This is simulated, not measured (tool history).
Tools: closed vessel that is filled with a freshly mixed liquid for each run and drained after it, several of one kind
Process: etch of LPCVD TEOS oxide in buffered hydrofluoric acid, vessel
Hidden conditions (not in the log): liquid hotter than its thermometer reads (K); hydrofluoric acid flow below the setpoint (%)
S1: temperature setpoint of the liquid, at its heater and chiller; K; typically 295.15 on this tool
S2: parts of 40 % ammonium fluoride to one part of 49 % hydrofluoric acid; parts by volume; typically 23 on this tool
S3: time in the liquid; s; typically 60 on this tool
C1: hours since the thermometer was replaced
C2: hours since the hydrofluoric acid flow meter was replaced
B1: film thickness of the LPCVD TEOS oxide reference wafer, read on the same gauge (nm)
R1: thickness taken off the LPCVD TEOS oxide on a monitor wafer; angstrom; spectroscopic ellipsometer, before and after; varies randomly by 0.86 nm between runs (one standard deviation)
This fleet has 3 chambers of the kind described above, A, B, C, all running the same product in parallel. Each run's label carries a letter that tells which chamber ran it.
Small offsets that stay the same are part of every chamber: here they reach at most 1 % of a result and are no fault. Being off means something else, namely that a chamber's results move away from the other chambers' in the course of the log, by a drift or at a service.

run   hour      S1  S2  S3      C1      C2      B1      R1
 1A    5.6  295.15  23  60  1585.6   532.1  80.083  1167.7
       8.5  -- chamber A: hydrofluoric acid flow meter replaced
 2B   14.3  295.15  23  60   497.8    1440  79.992    1171
 3C   23.4  295.15  23  60  1751.3  2041.1  80.047  1187.3
 4B   31.6  295.15  23  60   515.1  1457.3  79.997    1171
 5C     37  295.15  23  60  1764.9  2054.7  79.941    1186
 6A   47.9  295.15  23  60  1627.9    39.4  80.005  1161.4
      48.7  -- chamber C: thermometer replaced
 7B   52.9  295.15  23  60   536.4  1478.6  80.027  1193.8
 8A   62.4  295.15  23  60  1642.4    53.9  79.986  1171.3
 9C   67.9  295.15  23  60    19.2  2085.6  80.012  1195.2
10A   77.8  295.15  23  60  1657.8    69.3   79.97    1171
11B     84  295.15  23  60   567.5  1509.7  79.967  1198.9
12C   90.3  295.15  23  60    41.6    2108  79.916  1168.6
13A   95.8  295.15  23  60  1675.8    87.3   79.97  1189.1
14C  103.7  295.15  23  60      55  2121.4  79.978  1174.1
15B  108.5  295.15  23  60     592  1534.2  80.006  1197.9
16A  116.1  295.15  23  80  1696.1   107.6  79.964  1556.7
17B  122.2  295.15  23  80   605.7  1547.9  80.002  1645.7
18C  130.4  295.15  23  80    81.7  2148.1  80.004  1570.1
19A  136.7  295.15  23  60  1716.7   128.2  79.968  1179.1
20C  144.3  295.15  23  60    95.6    2162  80.054  1179.9
21B  150.5  295.15  23  60     634  1576.2  80.005  1233.9
22A  159.1  295.15  23  60  1739.1   150.6  79.981  1179.4
23C  165.6  291.65  23  60   116.9  2183.3  79.992   982.3
24B  171.1  291.65  23  60   654.6  1596.8  80.025    1037
25C  180.5  291.65  23  60   131.8  2198.2  79.969  959.49
26B  189.2  297.15  23  60   672.7  1614.9  79.977  1414.8
27A  196.2  297.15  23  60  1776.2   187.7   79.97  1309.2
28B  206.8  297.15  23  60   690.3  1632.5  79.925  1416.3
29C  214.4  295.15  23  60   165.7  2232.1   80.06  1174.3
30A  221.6  295.15  23  60  1801.6   213.1   79.97  1172.6

Read the log: is a single chamber off, either drifting away or since a service, is the gauge that measures every chamber drifting, or is nothing wrong beyond small per-chamber offsets? Name any odd chamber and what most likely caused it.

Little by little, chamber B moves away from the other chambers.
Likeliest cause: liquid hotter than its thermometer reads (K) = 1.82.

Below are 4 candidate recipes for chamber B's next run, each the usual settings with a change, their results shown as question marks. Which of them brings B's results back in line with what the other chambers give on the usual settings?
Maximum distance from the other chambers' mean on the usual settings for a result to count as in line: R1 30 angstrom
31B-1  229.5  295.15  23.5  55               ?
31B-2  229.5  294.65    24  55               ?
31B-3  229.5  295.15  22.5  65               ?
31B-4  229.5  295.15    23  70               ?

Usual-settings mean across the other chambers: R1 1173.4 angstrom
  run      R1
31B-1  1168.6
31B-2  1120.8
31B-3  1422.6
31B-4  1509.3
The answer is 31B-1, which returns the chamber to within the allowed miss of the others.
